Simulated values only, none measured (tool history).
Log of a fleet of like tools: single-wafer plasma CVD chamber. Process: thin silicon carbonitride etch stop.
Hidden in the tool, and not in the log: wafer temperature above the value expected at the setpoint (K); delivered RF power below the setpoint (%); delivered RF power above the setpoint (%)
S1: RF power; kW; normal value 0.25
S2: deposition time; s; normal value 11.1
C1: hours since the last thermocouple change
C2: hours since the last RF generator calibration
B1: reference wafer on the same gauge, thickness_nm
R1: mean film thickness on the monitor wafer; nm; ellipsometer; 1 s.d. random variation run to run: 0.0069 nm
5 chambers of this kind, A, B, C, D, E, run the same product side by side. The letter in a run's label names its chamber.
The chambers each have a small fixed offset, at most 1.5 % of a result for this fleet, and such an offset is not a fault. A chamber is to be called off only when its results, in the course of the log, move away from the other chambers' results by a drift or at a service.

| run | hour | S1 | S2 | C1 | C2 | B1 | R1 |
|---|---|---|---|---|---|---|---|
| 1D | 2.7 | 0.25 | 11.1 | 678.1 | 55 | 7.9597 | 6.7369 |
| 2E | 6.3 | 0.25 | 11.1 | 2063.4 | 186.3 | 7.959 | 6.8431 |
| 3A | 8.8 | 0.25 | 11.1 | 275.7 | 1126.9 | 7.9561 | 6.7384 |
| 4B | 11.6 | 0.25 | 11.1 | 531.7 | 556.7 | 7.954 | 6.7198 |
| 5C | 14.1 | 0.25 | 11.1 | 1138.4 | 221.7 | 7.9574 | 6.7476 |
| 6C | 16 | 0.25 | 11.1 | 1140.3 | 223.6 | 7.9563 | 6.7385 |
| 7A | 18.6 | 0.25 | 11.1 | 285.5 | 1136.7 | 7.9521 | 6.7309 |
| 8E | 22.2 | 0.205 | 12.8 | 2079.3 | 202.2 | 7.9539 | 7.4436 |
| 9D | 26.2 | 0.205 | 12.8 | 701.6 | 78.5 | 7.953 | 7.3026 |
| 10B | 29.2 | 0.205 | 12.8 | 549.3 | 574.3 | 7.9533 | 7.3003 |
| 11D | 31.6 | 0.205 | 12.8 | 707 | 83.9 | 7.9514 | 7.3078 |
| 12A | 33.5 | 0.205 | 12.8 | 300.4 | 1151.6 | 7.9488 | 7.3154 |
| 13C | 37.4 | 0.25 | 11.1 | 1161.7 | 245 | 7.95 | 6.7352 |
| 14E | 41.6 | 0.25 | 11.1 | 2098.7 | 221.6 | 7.9488 | 6.8441 |
| 15B | 43.8 | 0.25 | 11.1 | 563.9 | 588.9 | 7.9484 | 6.7207 |
| 16E | 47 | 0.27 | 11.1 | 2104.1 | 227 | 7.9468 | 7.006 |
| 17D | 50 | 0.27 | 11.1 | 725.4 | 102.3 | 7.9456 | 6.8915 |
| 18B | 53.6 | 0.27 | 11.1 | 573.7 | 598.7 | 7.9451 | 6.8636 |
| 19A | 57.3 | 0.27 | 11.1 | 324.2 | 1175.4 | 7.946 | 6.8752 |
| 20C | 61.1 | 0.27 | 11.1 | 1185.4 | 268.7 | 7.9433 | 6.8807 |
| 21B | 63 | 0.25 | 11.1 | 583.1 | 608.1 | 7.9426 | 6.7199 |
| 22D | 66.3 | 0.25 | 11.1 | 741.7 | 118.6 | 7.9397 | 6.7214 |
| 23C | 70.1 | 0.25 | 11.1 | 1194.4 | 277.7 | 7.9416 | 6.7268 |
| 24A | 73.6 | 0.25 | 11.1 | 340.5 | 1191.7 | 7.9391 | 6.7163 |
| 25E | 77.7 | 0.25 | 11.1 | 2134.8 | 257.7 | 7.9377 | 6.8408 |
| 26E | 81.1 | 0.25 | 11.1 | 2138.2 | 261.1 | 7.9373 | 6.836 |
| 27A | 85.2 | 0.25 | 11.1 | 352.1 | 1203.3 | 7.9375 | 6.7204 |
| 28B | 88.9 | 0.25 | 11.1 | 609 | 634 | 7.9349 | 6.7001 |
| 29C | 91.3 | 0.25 | 11.1 | 1215.6 | 298.9 | 7.9353 | 6.7216 |
| 30D | 93.9 | 0.25 | 11.1 | 769.3 | 146.2 | 7.9347 | 6.7227 |
| 31B | 96.6 | 0.25 | 11.1 | 616.7 | 641.7 | 7.9333 | 6.6998 |
| 32E | 100.1 | 0.25 | 11.1 | 2157.2 | 280.1 | 7.9346 | 6.8325 |
| 33A | 102.5 | 0.25 | 11.1 | 369.4 | 1220.6 | 7.9337 | 6.7097 |
| 34D | 106.5 | 0.25 | 11.1 | 781.9 | 158.8 | 7.9322 | 6.7214 |
| 35C | 108.7 | 0.25 | 11.1 | 1233 | 316.3 | 7.9284 | 6.7191 |
| 36B | 111.2 | 0.25 | 11.1 | 631.3 | 656.3 | 7.9307 | 6.7142 |
| 37E | 114.7 | 0.25 | 11.1 | 2171.8 | 294.7 | 7.9285 | 6.8322 |
| 38D | 118.8 | 0.25 | 11.1 | 794.2 | 171.1 | 7.9267 | 6.721 |

Predict what each chamber gives when all 5 of them run the settings below next.
| 39A | 121.8 | 0.23 | 11.1 |  |  |  | ? |
| 39B | 121.8 | 0.23 | 11.1 |  |  |  | ? |
| 39C | 121.8 | 0.23 | 11.1 |  |  |  | ? |
| 39D | 121.8 | 0.23 | 11.1 |  |  |  | ? |
| 39E | 121.8 | 0.23 | 11.1 |  |  |  | ? |

| run | R1 |
|---|---|
| 39A | 6.5367 |
| 39B | 6.5419 |
| 39C | 6.5486 |
| 39D | 6.5386 |
| 39E | 6.6682 |

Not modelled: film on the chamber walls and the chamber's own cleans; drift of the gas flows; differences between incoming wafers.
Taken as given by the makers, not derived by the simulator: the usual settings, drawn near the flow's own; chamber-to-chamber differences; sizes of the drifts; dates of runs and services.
